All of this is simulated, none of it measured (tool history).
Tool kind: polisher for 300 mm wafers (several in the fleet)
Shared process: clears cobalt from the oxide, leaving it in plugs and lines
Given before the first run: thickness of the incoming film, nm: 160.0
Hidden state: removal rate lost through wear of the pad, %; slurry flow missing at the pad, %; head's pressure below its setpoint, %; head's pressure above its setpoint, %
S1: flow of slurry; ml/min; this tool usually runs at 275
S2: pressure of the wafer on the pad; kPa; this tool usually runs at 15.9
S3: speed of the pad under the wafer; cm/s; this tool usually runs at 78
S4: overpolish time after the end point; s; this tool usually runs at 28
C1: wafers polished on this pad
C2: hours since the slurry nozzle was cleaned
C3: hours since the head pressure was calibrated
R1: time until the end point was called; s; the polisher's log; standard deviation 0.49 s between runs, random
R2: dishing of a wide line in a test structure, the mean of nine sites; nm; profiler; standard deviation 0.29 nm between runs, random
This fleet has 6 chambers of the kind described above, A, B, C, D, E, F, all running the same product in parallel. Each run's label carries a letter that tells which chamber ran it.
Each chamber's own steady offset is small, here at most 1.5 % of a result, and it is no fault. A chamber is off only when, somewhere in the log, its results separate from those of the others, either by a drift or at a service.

run	hour	S1	S2	S3	S4	C1	C2	C3	R1	R2
1C	4.2	275	15.9	78	28	445	236.1	291.8	43.961	29.673
# hour 6.1: chamber B: worn pad replaced by a new one
2D	7.9	275	15.9	78	28	868	633.5	858.5	42.963	28.816
3A	10.1	275	15.9	78	28	622	28.5	99.5	44.068	29.415
4B	13.3	275	15.9	78	28	50	740.8	1250.0	43.698	29.218
5F	15.4	275	15.9	78	28	818	387.1	358.2	42.743	28.489
6E	17.7	275	15.9	78	28	1241	42.6	526.9	44.199	28.792
7F	20.9	275	15.9	78	28	856	392.6	363.7	43.218	29.112
8D	24.1	275	15.9	78	28	981	649.7	874.7	43.766	29.096
9E	26.3	275	15.9	78	28	1301	51.2	535.5	44.942	28.764
# hour 29.8: chamber A: worn pad replaced by a new one
10A	30.0	275	15.9	78	28	1	48.4	119.4	43.419	29.570
11C	32.0	275	15.9	78	35	639	263.9	319.6	43.623	29.961
12B	35.4	275	15.9	78	35	204	762.9	1272.1	43.584	29.991
13A	38.0	275	15.9	78	35	57	56.4	127.4	43.903	30.277
# hour 38.9: chamber B: head pressure recalibrated
# hour 40.2: chamber D: slurry nozzle cleaned
14E	41.4	275	15.9	78	35	1406	66.3	550.6	45.096	29.328
15B	45.1	275	15.9	78	35	271	772.6	6.2	43.945	29.645
16F	47.3	275	15.9	78	35	1040	419.0	390.1	42.501	29.941
# hour 47.5: chamber E: worn pad replaced by a new one
17D	51.1	275	15.9	78	28	1169	10.9	901.7	42.486	28.838
18C	54.2	275	15.9	78	28	794	286.1	341.8	43.943	29.711
# hour 56.5: chamber D: worn pad replaced by a new one
19C	57.7	275	15.9	78	28	818	289.6	345.3	43.851	29.108
# hour 58.5: chamber C: head pressure recalibrated
20F	61.0	275	15.9	78	28	1136	432.7	403.8	43.823	29.157
# hour 62.0: chamber F: worn pad replaced by a new one
21E	64.3	330	12.4	78	28	117	89.2	573.5	56.969	27.835
22B	66.5	330	12.4	78	28	420	794.0	27.6	53.986	28.322
# hour 69.4: chamber C: worn pad replaced by a new one
23D	70.6	330	12.4	78	28	98	30.4	921.2	54.121	28.672
24A	73.7	330	12.4	78	28	306	92.1	163.1	54.464	28.177
25C	77.1	330	12.4	78	28	53	309.0	18.6	55.104	28.551
26B	79.5	330	12.4	78	28	511	807.0	40.6	54.341	27.674
27F	82.6	275	15.9	78	28	143	454.3	425.4	42.994	29.388
28E	85.9	275	15.9	78	28	268	110.8	595.1	45.474	28.869
29A	89.7	275	15.9	78	28	417	108.1	179.1	43.414	29.009
30D	92.1	320	11.7	78	28	248	51.9	942.7	56.935	28.218
31E	93.9	320	11.7	78	28	323	118.8	603.1	63.085	27.835
32F	97.3	320	11.7	78	28	246	469.0	440.1	58.986	27.991
33A	100.9	320	11.7	78	28	495	119.3	190.3	58.570	28.087
34D	103.5	320	11.7	78	28	327	63.3	954.1	56.955	27.557
35C	106.1	320	11.7	78	28	255	338.0	47.6	57.866	27.855
36B	108.4	275	15.9	78	28	712	835.9	69.5	43.486	28.575
37D	112.1	275	15.9	78	28	387	71.9	962.7	43.261	28.887
38B	116.2	275	15.9	78	28	767	843.7	77.3	44.059	28.893
39C	119.9	275	15.9	98	28	352	351.8	61.4	35.147	29.855
40A	122.2	275	15.9	98	28	643	140.6	211.6	34.675	30.363

For the next run the whole fleet of 6 chambers uses the same settings. Give each chamber's results:
41A	125.3	275	15.9	78	28				?	?
41B	125.3	275	15.9	78	28				?	?
41C	125.3	275	15.9	78	28				?	?
41D	125.3	275	15.9	78	28				?	?
41E	125.3	275	15.9	78	28				?	?
41F	125.3	275	15.9	78	28				?	?

run	R1	R2
41A	43.405	29.698
41B	43.343	29.396
41C	44.033	29.653
41D	42.848	28.599
41E	47.824	28.804
41F	43.177	29.040

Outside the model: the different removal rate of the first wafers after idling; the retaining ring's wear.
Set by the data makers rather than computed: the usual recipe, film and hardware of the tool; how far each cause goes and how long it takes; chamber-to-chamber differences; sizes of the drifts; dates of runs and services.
